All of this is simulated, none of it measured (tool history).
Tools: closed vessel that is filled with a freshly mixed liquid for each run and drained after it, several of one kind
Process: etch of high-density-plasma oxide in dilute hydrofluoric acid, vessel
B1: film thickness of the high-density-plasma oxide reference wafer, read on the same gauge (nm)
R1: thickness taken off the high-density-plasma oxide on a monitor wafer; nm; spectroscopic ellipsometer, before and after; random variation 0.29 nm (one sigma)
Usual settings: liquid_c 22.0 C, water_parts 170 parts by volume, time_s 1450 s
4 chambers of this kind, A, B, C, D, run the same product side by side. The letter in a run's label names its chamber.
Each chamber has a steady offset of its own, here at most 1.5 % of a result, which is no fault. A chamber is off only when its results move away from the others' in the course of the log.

run 1C day=0.496 | liquid_c=22.0 water_parts=170 time_s=1450 | B1=59.997 | R1=37.653
run 2B day=1.058 | liquid_c=22.0 water_parts=170 time_s=1450 | B1=60.000 | R1=37.265
run 3A day=1.508 | liquid_c=22.0 water_parts=170 time_s=1450 | B1=59.992 | R1=36.685
run 4D day=2.075 | liquid_c=22.0 water_parts=170 time_s=1450 | B1=59.997 | R1=37.996
run 5C day=2.533 | liquid_c=22.0 water_parts=170 time_s=1450 | B1=60.008 | R1=37.882
run 6D day=3.112 | liquid_c=22.0 water_parts=170 time_s=1450 | B1=59.987 | R1=37.484
run 7B day=3.438 | liquid_c=22.0 water_parts=170 time_s=1450 | B1=60.018 | R1=37.475
run 8A day=3.783 | liquid_c=22.0 water_parts=170 time_s=1450 | B1=59.978 | R1=36.683
run 9B day=4.196 | liquid_c=19.5 water_parts=215 time_s=1450 | B1=59.995 | R1=25.499
run 10C day=4.496 | liquid_c=19.5 water_parts=215 time_s=1450 | B1=59.999 | R1=25.336
run 11A day=4.954 | liquid_c=19.5 water_parts=215 time_s=1450 | B1=60.008 | R1=25.374
-- day=5.167 chamber D: thermometer replaced
run 12D day=5.417 | liquid_c=19.5 water_parts=215 time_s=1450 | B1=60.020 | R1=26.188
run 13C day=5.775 | liquid_c=22.0 water_parts=170 time_s=915 | B1=60.007 | R1=23.451
run 14B day=6.342 | liquid_c=22.0 water_parts=170 time_s=915 | B1=59.999 | R1=23.568
run 15A day=6.921 | liquid_c=22.0 water_parts=170 time_s=915 | B1=59.983 | R1=23.458
run 16D day=7.412 | liquid_c=22.0 water_parts=170 time_s=915 | B1=60.009 | R1=24.350
run 17C day=7.962 | liquid_c=22.0 water_parts=170 time_s=1450 | B1=60.000 | R1=36.961
run 18A day=8.525 | liquid_c=22.0 water_parts=170 time_s=1450 | B1=60.001 | R1=37.225
run 19D day=8.900 | liquid_c=22.0 water_parts=170 time_s=1450 | B1=59.990 | R1=38.807
run 20B day=9.275 | liquid_c=22.0 water_parts=170 time_s=1450 | B1=59.976 | R1=37.452
-- day=9.338 chamber C: hydrofluoric acid flow meter replaced
run 21C day=9.542 | liquid_c=22.0 water_parts=170 time_s=1450 | B1=60.009 | R1=37.248
run 22D day=9.954 | liquid_c=22.0 water_parts=170 time_s=1450 | B1=60.025 | R1=39.359
run 23B day=10.254 | liquid_c=22.0 water_parts=170 time_s=1450 | B1=60.021 | R1=36.679
run 24A day=10.692 | liquid_c=22.0 water_parts=170 time_s=1450 | B1=60.011 | R1=36.887
run 25C day=11.233 | liquid_c=26.5 water_parts=255 time_s=1450 | B1=60.006 | R1=26.739
run 26A day=11.796 | liquid_c=26.5 water_parts=255 time_s=1450 | B1=60.008 | R1=26.097
run 27B day=12.196 | liquid_c=26.5 water_parts=255 time_s=1450 | B1=59.994 | R1=26.972
run 28D day=12.633 | liquid_c=26.5 water_parts=255 time_s=1450 | B1=60.003 | R1=28.707
run 29D day=13.212 | liquid_c=22.0 water_parts=170 time_s=1450 | B1=59.994 | R1=40.715
run 30C day=13.479 | liquid_c=22.0 water_parts=170 time_s=1450 | B1=60.003 | R1=37.079
run 31B day=13.733 | liquid_c=22.0 water_parts=170 time_s=1450 | B1=60.007 | R1=37.102
run 32A day=14.100 | liquid_c=22.0 water_parts=170 time_s=1450 | B1=60.013 | R1=37.505
run 33D day=14.567 | liquid_c=22.0 water_parts=170 time_s=1450 | B1=60.007 | R1=40.878
run 34A day=15.058 | liquid_c=22.0 water_parts=170 time_s=1450 | B1=59.991 | R1=36.911
run 35C day=15.617 | liquid_c=22.0 water_parts=170 time_s=1450 | B1=60.010 | R1=37.173

Is one chamber off against the others, does the gauge drift, or is nothing wrong? If a chamber is off, say which, and what the likeliest cause is.

Chamber D drifts away from the others.
Cause: hydrofluoric acid flow above the setpoint (%) = 8.06.

Here are 4 candidates for chamber D's next run, each the usual settings with a change, their results left as question marks. Which one brings its results back in line with what the others give on the usual settings?
In line means no further than this from the other chambers' mean on the usual settings: R1 1.000 nm
run 36D-1 day=16.033 | liquid_c=22.0 water_parts=170 time_s=1735 | R1=?
run 36D-2 day=16.033 | liquid_c=22.0 water_parts=185 time_s=1450 | R1=?
run 36D-3 day=16.033 | liquid_c=24.5 water_parts=170 time_s=1450 | R1=?
run 36D-4 day=16.033 | liquid_c=22.0 water_parts=170 time_s=1215 | R1=?

The other chambers' mean on the usual settings: R1 37.176 nm
run=36D-1 R1=49.351
run=36D-2 R1=37.289
run=36D-3 R1=45.443
run=36D-4 R1=34.560
36D-2 brings the chamber back in line.
